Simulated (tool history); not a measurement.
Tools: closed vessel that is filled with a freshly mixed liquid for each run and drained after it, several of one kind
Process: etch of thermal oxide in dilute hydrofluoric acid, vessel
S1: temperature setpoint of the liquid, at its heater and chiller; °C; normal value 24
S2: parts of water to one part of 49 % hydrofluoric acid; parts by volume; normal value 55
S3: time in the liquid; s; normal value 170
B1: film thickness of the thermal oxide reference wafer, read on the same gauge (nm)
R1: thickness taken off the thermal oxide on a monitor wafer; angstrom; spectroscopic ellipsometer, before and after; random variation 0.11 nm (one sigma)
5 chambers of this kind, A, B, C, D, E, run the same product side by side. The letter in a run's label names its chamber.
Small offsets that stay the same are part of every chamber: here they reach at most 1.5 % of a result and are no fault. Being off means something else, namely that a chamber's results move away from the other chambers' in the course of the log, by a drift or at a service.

Run 1A, day 0.262: usual settings; B1 29.99. Result: R1 157.26 angstrom.
Run 2C, day 0.617: usual settings; B1 29.974. Result: R1 153.1 angstrom.
Run 3D, day 0.821: usual settings; B1 29.965. Result: R1 151.95 angstrom.
At day 0.904: chamber C: thermometer replaced.
Run 4B, day 1.033: usual settings; B1 30.001. Result: R1 155.48 angstrom.
Run 5E, day 1.271: usual settings; B1 30.014. Result: R1 154.43 angstrom.
Run 6A, day 1.588: usual settings; B1 29.973. Result: R1 155.55 angstrom.
Run 7B, day 1.85: usual settings; B1 29.998. Result: R1 155.91 angstrom.
Run 8C, day 2.058: usual settings; B1 30.025. Result: R1 153.47 angstrom.
Run 9E, day 2.467: usual settings; B1 29.998. Result: R1 152.49 angstrom.
Run 10D, day 2.767: usual settings; B1 30.027. Result: R1 152.54 angstrom.
Run 11B, day 3.075: usual settings; B1 29.988. Result: R1 155.66 angstrom.
Run 12D, day 3.471: usual settings; B1 29.998. Result: R1 153.05 angstrom.
Run 13E, day 3.65: usual settings; B1 29.988. Result: R1 154.78 angstrom.
Run 14A, day 3.879: usual settings; B1 30.004. Result: R1 158.05 angstrom.
Run 15C, day 4.221: usual settings; B1 30.002. Result: R1 154 angstrom.
Run 16B, day 4.512: usual settings but S1 26 °C; B1 29.989. Result: R1 169.84 angstrom.
Run 17D, day 4.888: usual settings but S1 26 °C; B1 30.017. Result: R1 166.01 angstrom.
At day 5.021: chamber A: thermometer replaced.
Run 18C, day 5.192: usual settings but S1 26 °C; B1 30.011. Result: R1 166.93 angstrom.
Run 19A, day 5.388: usual settings but S1 26 °C; B1 29.995. Result: R1 168.97 angstrom.
Run 20E, day 5.621: usual settings but S1 26 °C; B1 30.015. Result: R1 165.64 angstrom.
Run 21A, day 5.921: usual settings; B1 30.014. Result: R1 157.96 angstrom.
Run 22B, day 6.292: usual settings; B1 29.968. Result: R1 153.54 angstrom.
Run 23E, day 6.558: usual settings; B1 29.996. Result: R1 155.81 angstrom.
Run 24D, day 6.75: usual settings; B1 30.021. Result: R1 147.5 angstrom.
Run 25C, day 6.929: usual settings; B1 29.994. Result: R1 152.96 angstrom.
Run 26C, day 7.238: usual settings; B1 29.991. Result: R1 154.78 angstrom.
Run 27A, day 7.488: usual settings; B1 30.003. Result: R1 157.45 angstrom.
Run 28D, day 7.846: usual settings; B1 30. Result: R1 146.61 angstrom.
At day 8.058: chamber B: hydrofluoric acid flow meter replaced.
Run 29B, day 8.158: usual settings; B1 30.012. Result: R1 153.36 angstrom.
Run 30E, day 8.412: usual settings; B1 29.962. Result: R1 153.62 angstrom.
Run 31D, day 8.788: usual settings but S2 45 parts by volume, S3 120 s; B1 29.984. Result: R1 126.3 angstrom.
Run 32E, day 9.079: usual settings but S2 45 parts by volume, S3 120 s; B1 29.975. Result: R1 135.24 angstrom.
Run 33C, day 9.429: usual settings but S2 45 parts by volume, S3 120 s; B1 30.016. Result: R1 134.4 angstrom.
Run 34A, day 9.658: usual settings but S2 45 parts by volume, S3 120 s; B1 30.001. Result: R1 137.52 angstrom.
Run 35B, day 10.008: usual settings but S2 45 parts by volume, S3 120 s; B1 30.031. Result: R1 134.51 angstrom.
Run 36E, day 10.333: usual settings; B1 30.049. Result: R1 154.96 angstrom.
Run 37B, day 10.562: usual settings; B1 29.964. Result: R1 155.48 angstrom.

Each of the 5 chambers runs these same settings next. Fill in every chamber's results:
Run 38A, day 10.854: usual settings. Result: R1 ?.
Run 38B, day 10.854: usual settings. Result: R1 ?.
Run 38C, day 10.854: usual settings. Result: R1 ?.
Run 38D, day 10.854: usual settings. Result: R1 ?.
Run 38E, day 10.854: usual settings. Result: R1 ?.

run      R1
38A  155.55
38B  155.03
38C  153.17
38D  140.28
38E  154.65
